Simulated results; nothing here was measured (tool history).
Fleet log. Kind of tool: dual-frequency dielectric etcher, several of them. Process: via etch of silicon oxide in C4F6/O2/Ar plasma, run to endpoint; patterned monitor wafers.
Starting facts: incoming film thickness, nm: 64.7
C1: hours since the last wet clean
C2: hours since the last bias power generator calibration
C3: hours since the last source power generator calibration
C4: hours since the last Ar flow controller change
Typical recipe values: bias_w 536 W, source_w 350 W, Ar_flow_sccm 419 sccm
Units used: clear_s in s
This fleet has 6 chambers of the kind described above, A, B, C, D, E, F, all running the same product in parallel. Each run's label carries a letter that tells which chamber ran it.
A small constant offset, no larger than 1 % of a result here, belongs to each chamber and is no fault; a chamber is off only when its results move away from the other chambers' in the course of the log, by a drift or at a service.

Run 1D, hour 8.8: usual settings; C1 100.7; C2 2242.9; C3 1812.6; C4 4559.2. Result: clear_s 15.293 s.
Run 2B, hour 16.2: usual settings; C1 595.3; C2 3317.7; C3 1133.3; C4 3469.8. Result: clear_s 15.017 s.
Run 3E, hour 24.7: usual settings; C1 421.3; C2 1721.8; C3 3027.4; C4 2381.4. Result: clear_s 15.061 s.
Run 4C, hour 31.1: usual settings; C1 305.3; C2 1169.3; C3 1610.3; C4 3711.1. Result: clear_s 14.938 s.
Run 5F, hour 36.9: usual settings; C1 329.3; C2 258.1; C3 1774.6; C4 204.7. Result: clear_s 15.153 s.
Run 6A, hour 43.7: usual settings; C1 457.5; C2 1703.5; C3 3085.5; C4 2353.5. Result: clear_s 15.233 s.
Run 7B, hour 49.9: usual settings; C1 629; C2 3351.4; C3 1167; C4 3503.5. Result: clear_s 14.955 s.
Run 8A, hour 59: usual settings; C1 472.8; C2 1718.8; C3 3100.8; C4 2368.8. Result: clear_s 15.146 s.
Run 9C, hour 68: usual settings; C1 342.2; C2 1206.2; C3 1647.2; C4 3748. Result: clear_s 15.023 s.
Run 10F, hour 74.7: usual settings; C1 367.1; C2 295.9; C3 1812.4; C4 242.5. Result: clear_s 15.171 s.
At hour 75.9: chamber A: wet clean of the chamber.
At hour 78.6: chamber B: wet clean of the chamber.
Run 11E, hour 83.7: usual settings but bias_w 456 W, source_w 280 W; C1 480.3; C2 1780.8; C3 3086.4; C4 2440.4. Result: clear_s 17.383 s.
Run 12D, hour 90: usual settings but bias_w 456 W, source_w 280 W; C1 181.9; C2 2324.1; C3 1893.8; C4 4640.4. Result: clear_s 17.593 s.
Run 13E, hour 94.2: usual settings but bias_w 456 W, source_w 280 W; C1 490.8; C2 1791.3; C3 3096.9; C4 2450.9. Result: clear_s 17.521 s.
Run 14D, hour 102.4: usual settings but bias_w 456 W, source_w 280 W; C1 194.3; C2 2336.5; C3 1906.2; C4 4652.8. Result: clear_s 17.568 s.
Run 15B, hour 109.2: usual settings but bias_w 456 W, source_w 280 W; C1 30.6; C2 3410.7; C3 1226.3; C4 3562.8. Result: clear_s 17.299 s.
Run 16A, hour 114.4: usual settings but bias_w 456 W, source_w 280 W; C1 38.5; C2 1774.2; C3 3156.2; C4 2424.2. Result: clear_s 17.288 s.
Run 17C, hour 120.8: usual settings; C1 395; C2 1259; C3 1700; C4 3800.8. Result: clear_s 15.033 s.
Run 18F, hour 129.7: usual settings; C1 422.1; C2 350.9; C3 1867.4; C4 297.5. Result: clear_s 15.176 s.
Run 19D, hour 137.1: usual settings; C1 229; C2 2371.2; C3 1940.9; C4 4687.5. Result: clear_s 15.14 s.
Run 20E, hour 145.8: usual settings; C1 542.4; C2 1842.9; C3 3148.5; C4 2502.5. Result: clear_s 15.142 s.
Run 21C, hour 152.2: usual settings; C1 426.4; C2 1290.4; C3 1731.4; C4 3832.2. Result: clear_s 15.075 s.
Run 22A, hour 156.1: usual settings; C1 80.2; C2 1815.9; C3 3197.9; C4 2465.9. Result: clear_s 15.098 s.
At hour 161.1: chamber C: wet clean of the chamber.
Run 23F, hour 162.4: usual settings; C1 454.8; C2 383.6; C3 1900.1; C4 330.2. Result: clear_s 15.123 s.
Run 24B, hour 166.7: usual settings; C1 88.1; C2 3468.2; C3 1283.8; C4 3620.3. Result: clear_s 15.025 s.
Run 25D, hour 172.2: usual settings; C1 264.1; C2 2406.3; C3 1976; C4 4722.6. Result: clear_s 15.066 s.
Run 26C, hour 179.5: usual settings; C1 18.5; C2 1317.7; C3 1758.7; C4 3859.5. Result: clear_s 15.027 s.
At hour 179.7: chamber B: bias power generator calibrated.
Run 27A, hour 186: usual settings; C1 110.1; C2 1845.8; C3 3227.8; C4 2495.8. Result: clear_s 15.045 s.
Run 28E, hour 192.6: usual settings; C1 589.2; C2 1889.7; C3 3195.3; C4 2549.3. Result: clear_s 15.08 s.
Run 29F, hour 200: usual settings; C1 492.4; C2 421.2; C3 1937.7; C4 367.8. Result: clear_s 15.14 s.
At hour 200.5: chamber E: wet clean of the chamber.
Run 30B, hour 205.8: usual settings; C1 127.2; C2 26.1; C3 1322.9; C4 3659.4. Result: clear_s 14.999 s.
Run 31A, hour 212.6: usual settings; C1 136.7; C2 1872.4; C3 3254.4; C4 2522.4. Result: clear_s 15.027 s.
Run 32C, hour 221.3: usual settings; C1 60.3; C2 1359.5; C3 1800.5; C4 3901.3. Result: clear_s 15.182 s.
At hour 221.9: chamber F: wet clean of the chamber.
Run 33E, hour 226.5: usual settings; C1 26; C2 1923.6; C3 3229.2; C4 2583.2. Result: clear_s 15.045 s.
Run 34B, hour 232.9: usual settings but bias_w 631 W, source_w 300 W; C1 154.3; C2 53.2; C3 1350; C4 3686.5. Result: clear_s 14.925 s.
Run 35F, hour 241.6: usual settings but bias_w 631 W, source_w 300 W; C1 19.7; C2 462.8; C3 1979.3; C4 409.4. Result: clear_s 15.08 s.
Run 36D, hour 250.3: usual settings but bias_w 631 W, source_w 300 W; C1 342.2; C2 2484.4; C3 2054.1; C4 4800.7. Result: clear_s 14.79 s.
Run 37A, hour 254.6: usual settings but bias_w 631 W, source_w 300 W; C1 178.7; C2 1914.4; C3 3296.4; C4 2564.4. Result: clear_s 15.024 s.
Run 38D, hour 259.1: usual settings but bias_w 631 W, source_w 300 W; C1 351; C2 2493.2; C3 2062.9; C4 4809.5. Result: clear_s 14.779 s.
Run 39E, hour 264.3: usual settings but bias_w 631 W, source_w 300 W; C1 63.8; C2 1961.4; C3 3267; C4 2621. Result: clear_s 14.87 s.
Run 40B, hour 272.8: usual settings; C1 194.2; C2 93.1; C3 1389.9; C4 3726.4. Result: clear_s 15.041 s.
Run 41C, hour 277.8: usual settings; C1 116.8; C2 1416; C3 1857; C4 3957.8. Result: clear_s 14.973 s.
Run 42F, hour 284: usual settings; C1 62.1; C2 505.2; C3 2021.7; C4 451.8. Result: clear_s 15.176 s.

The same settings go to every chamber for the next run, one line per chamber below. Forecast the results for each:
Run 43A, hour 290.5: usual settings but bias_w 418 W. Result: clear_s ?.
Run 43B, hour 290.5: usual settings but bias_w 418 W. Result: clear_s ?.
Run 43C, hour 290.5: usual settings but bias_w 418 W. Result: clear_s ?.
Run 43D, hour 290.5: usual settings but bias_w 418 W. Result: clear_s ?.
Run 43E, hour 290.5: usual settings but bias_w 418 W. Result: clear_s ?.
Run 43F, hour 290.5: usual settings but bias_w 418 W. Result: clear_s ?.

run  clear_s
43A   16.585
43B   16.584
43C   16.569
43D   16.122
43E    16.59
43F   16.651
